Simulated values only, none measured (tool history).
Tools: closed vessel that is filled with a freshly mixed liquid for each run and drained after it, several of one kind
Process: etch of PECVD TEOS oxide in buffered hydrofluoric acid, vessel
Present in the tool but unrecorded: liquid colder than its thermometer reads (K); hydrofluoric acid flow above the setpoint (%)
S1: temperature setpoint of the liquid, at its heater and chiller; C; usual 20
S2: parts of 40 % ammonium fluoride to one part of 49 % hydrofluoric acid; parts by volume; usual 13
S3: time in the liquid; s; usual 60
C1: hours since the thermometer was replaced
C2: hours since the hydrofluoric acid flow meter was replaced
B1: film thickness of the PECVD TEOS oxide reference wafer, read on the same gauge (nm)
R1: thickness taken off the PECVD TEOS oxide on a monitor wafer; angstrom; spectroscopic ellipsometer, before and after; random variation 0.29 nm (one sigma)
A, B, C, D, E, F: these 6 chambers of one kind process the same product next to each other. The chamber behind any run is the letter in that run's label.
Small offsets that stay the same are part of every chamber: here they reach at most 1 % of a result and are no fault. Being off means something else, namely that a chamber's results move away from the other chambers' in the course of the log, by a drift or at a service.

run	day	S1	S2	S3	C1	C2	B1	R1
1D	0.375	20	13	60	909.7	1518.3	70.011	460.51
2C	0.692	20	13	60	2175.6	1889.7	69.986	461.05
3F	1.042	20	13	60	786.4	213.3	69.993	459.23
4B	1.292	20	13	60	242.7	651.9	69.978	462.08
5E	1.6	20	13	60	287.4	68.5	69.982	469.5
6A	1.812	20	13	60	498.6	272.1	69.988	463.43
7F	2.229	20	13	60	814.9	241.8	70.009	466.98
8D	2.592	20	13	60	962.9	1571.5	70.029	458.54
9E	2.904	20	13	60	318.7	99.8	70.015	467.24
10C	3.117	20	10.5	60	2233.8	1947.9	70.012	575.48
11A	3.458	20	10.5	60	538.1	311.6	70.011	564.96
12B	3.725	20	10.5	60	301.1	710.3	69.986	573.31
13E	4.175	20	10.5	60	349.2	130.3	70.015	572.34
14C	4.421	20	10.5	60	2265.1	1979.2	70.002	573.9
15B	4.721	20	10.5	60	325	734.2	70.003	564.04
16F	5.1	20	13	60	883.8	310.7	70.005	465.1
17A	5.4	20	13	60	584.7	358.2	70.004	464.96
18D	5.692	20	13	60	1037.3	1645.9	69.993	462.29
# day 5.712: chamber C: hydrofluoric acid flow meter replaced
19F	6.112	20	13	60	908.1	335	70.022	460.09
20C	6.529	20	13	60	2315.7	19.6	70.005	463.41
21A	6.933	20	13	60	621.5	395	69.976	457.92
# day 7.071: chamber D: hydrofluoric acid flow meter replaced
22B	7.212	20	9.5	40	384.8	794	69.992	403.19
23E	7.617	20	9.5	40	431.8	212.9	69.989	413.69
24D	8.042	20	9.5	40	1093.7	23.3	70.019	413.14
25D	8.408	20	9.5	40	1102.5	32.1	69.981	410.72
26B	8.712	20	9.5	40	420.8	830	69.989	387.85
27C	9.054	20	9.5	40	2376.3	80.2	70	412.49
28F	9.471	20	13	60	988.7	415.6	69.991	460.62
29A	9.896	20	13	60	692.6	466.1	70.019	463.66
# day 10.179: chamber A: thermometer replaced
30E	10.196	20	13	60	493.7	274.8	69.993	462.96
31B	10.475	20	13	60	463.1	872.3	70.006	436.91
32D	10.775	20	13	60	1159.3	88.9	70.031	464.88
33E	11.033	20	13	60	513.8	294.9	70.001	464.63
34F	11.375	20	13	60	1034.4	461.3	69.982	465.42
35A	11.808	20	13	60	39.2	512	69.951	462.2
36C	12.204	20	13	60	2451.9	155.8	69.991	463.88
37A	12.412	20	13	60	53.7	526.5	69.997	465.8

What goes on in this fleet: one chamber off, a drifting gauge, or nothing beyond the chambers' own small offsets? Name the chamber and the cause, if any.

Chamber B drifts away from the others.
Likeliest cause: liquid colder than its thermometer reads (K) = 1.46.
With only this log, it may be confused with: hydrofluoric acid flow below the setpoint (%).

Chamber B could run next with any of the 4 candidate recipes listed below; each alters the usual settings, and their results appear as question marks. Which one brings its results back in line with what the other chambers deliver on the usual settings?
Allowed miss from the other chambers' usual-settings mean, per result, to count as in line: R1 10 angstrom
38B-1	12.742	20	12.5	60				?
38B-2	12.742	18.5	13	60				?
38B-3	12.742	21.5	13	60				?
38B-4	12.742	20	13.5	60				?

The mean the other chambers reach with the usual settings: R1 464.22 angstrom
run	R1
38B-1	445.04
38B-2	392.62
38B-3	466.32
38B-4	412.38
Change 38B-3 lands the chamber within the allowed miss of the other chambers.
